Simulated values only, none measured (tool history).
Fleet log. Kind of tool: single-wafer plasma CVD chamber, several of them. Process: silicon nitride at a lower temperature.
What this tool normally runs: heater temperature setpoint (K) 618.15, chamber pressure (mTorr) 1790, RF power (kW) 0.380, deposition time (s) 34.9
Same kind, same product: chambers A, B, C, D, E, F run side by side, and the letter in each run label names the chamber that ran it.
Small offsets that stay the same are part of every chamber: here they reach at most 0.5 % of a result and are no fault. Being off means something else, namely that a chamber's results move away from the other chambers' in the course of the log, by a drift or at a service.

run   hour  heater temperature setpoint (K)  chamber pressure (mTorr)  RF power (kW)  deposition time (s)  read-back reference wafer on the same gauge, thickness_nm  mean film thickness on the monitor wafer (nm)
 1B    8.6                           618.15                      1790          0.380                 34.9                                                     50.722                                         49.227
 2A   17.0                           618.15                      1790          0.380                 34.9                                                     50.659                                         49.088
 3C   23.5                           618.15                      1790          0.380                 34.9                                                     50.677                                         49.545
 4E   29.8                           618.15                      1790          0.380                 34.9                                                     50.659                                         49.213
 5D   34.5                           618.15                      1790          0.380                 34.9                                                     50.651                                         49.463
 6F   42.0                           618.15                      1790          0.380                 34.9                                                     50.659                                         49.249
 7E   48.8                           618.15                      1650          0.380                 31.5                                                     50.634                                         43.526
 8F   56.7                           618.15                      1650          0.380                 31.5                                                     50.624                                         43.518
 9B   61.8                           618.15                      1650          0.380                 31.5                                                     50.644                                         43.378
10D   69.6                           618.15                      1650          0.380                 31.5                                                     50.591                                         43.679
11A   75.3                           618.15                      1650          0.380                 31.5                                                     50.604                                         43.490
      78.6  -- chamber E: capacitance manometer re-zeroed and calibrated
12C   79.7                           618.15                      1650          0.380                 31.5                                                     50.625                                         43.547
13C   86.2                           618.15                      1790          0.380                 34.9                                                     50.609                                         49.428
      86.4  -- chamber E: RF generator calibrated
14F   92.5                           618.15                      2020          0.350                 34.9                                                     50.592                                         48.238
15D  100.8                           618.15                      2020          0.350                 34.9                                                     50.597                                         48.437
16A  105.7                           618.15                      2020          0.350                 34.9                                                     50.572                                         48.262
17B  112.4                           618.15                      2020          0.350                 34.9                                                     50.553                                         48.043
18E  120.7                           618.15                      2020          0.350                 34.9                                                     50.542                                         48.326
19F  126.2                           618.15                      2020          0.350                 34.9                                                     50.547                                         48.185
20B  130.7                           618.15                      1790          0.380                 34.9                                                     50.537                                         49.159
21C  135.5                           618.15                      1790          0.380                 34.9                                                     50.543                                         49.233
22E  144.0                           618.15                      1790          0.380                 34.9                                                     50.540                                         49.289
23A  150.4                           618.15                      1790          0.380                 34.9                                                     50.529                                         49.065
24D  157.2                           618.15                      1790          0.380                 34.9                                                     50.510                                         49.334
25A  161.2                           618.15                      1790          0.380                 34.9                                                     50.514                                         48.947
26E  166.1                           618.15                      1790          0.425                 34.9                                                     50.498                                         52.647
27B  171.9                           618.15                      1790          0.425                 34.9                                                     50.485                                         52.567
28C  175.9                           618.15                      1790          0.425                 34.9                                                     50.476                                         52.853
29F  184.4                           618.15                      1790          0.425                 34.9                                                     50.479                                         52.644
30D  188.4                           618.15                      1790          0.425                 34.9                                                     50.455                                         52.691
     188.6  -- chamber F: thermocouple changed; heater temperature recalibrated
31F  192.8                           618.15                      1790          0.425                 34.9                                                     50.466                                         52.519
32C  197.0                           618.15                      1790          0.380                 34.9                                                     50.468                                         49.223
33E  203.7                           618.15                      1790          0.380                 34.9                                                     50.450                                         49.181
34B  210.2                           618.15                      1790          0.380                 34.9                                                     50.474                                         48.993
35A  217.6                           618.15                      1790          0.380                 34.9                                                     50.431                                         49.126
36D  223.9                           618.15                      1790          0.380                 34.9                                                     50.422                                         49.155
37E  231.1                           618.15                      1790          0.380                 34.9                                                     50.426                                         49.143
38C  236.5                           618.15                      1790          0.380                 34.9                                                     50.417                                         49.113
39A  243.6                           618.15                      1790          0.380                 34.9                                                     50.404                                         49.056
40D  249.7                           618.15                      1790          0.380                 34.9                                                     50.381                                         49.111
41F  254.2                           618.15                      1790          0.355                 34.9                                                     50.402                                         47.033
42B  258.4                           618.15                      1790          0.355                 34.9                                                     50.397                                         46.910

The same settings go to every chamber for the next run, one line per chamber below. Forecast the results for each:
43A  264.6                           618.15                      1790          0.380                 41.0                                                                                                         ?
43B  264.6                           618.15                      1790          0.380                 41.0                                                                                                         ?
43C  264.6                           618.15                      1790          0.380                 41.0                                                                                                         ?
43D  264.6                           618.15                      1790          0.380                 41.0                                                                                                         ?
43E  264.6                           618.15                      1790          0.380                 41.0                                                                                                         ?
43F  264.6                           618.15                      1790          0.380                 41.0                                                                                                         ?

run  mean film thickness on the monitor wafer (nm)
43A                                         57.527
43B                                         57.397
43C                                         57.823
43D                                         57.624
43E                                         57.463
43F                                         57.462

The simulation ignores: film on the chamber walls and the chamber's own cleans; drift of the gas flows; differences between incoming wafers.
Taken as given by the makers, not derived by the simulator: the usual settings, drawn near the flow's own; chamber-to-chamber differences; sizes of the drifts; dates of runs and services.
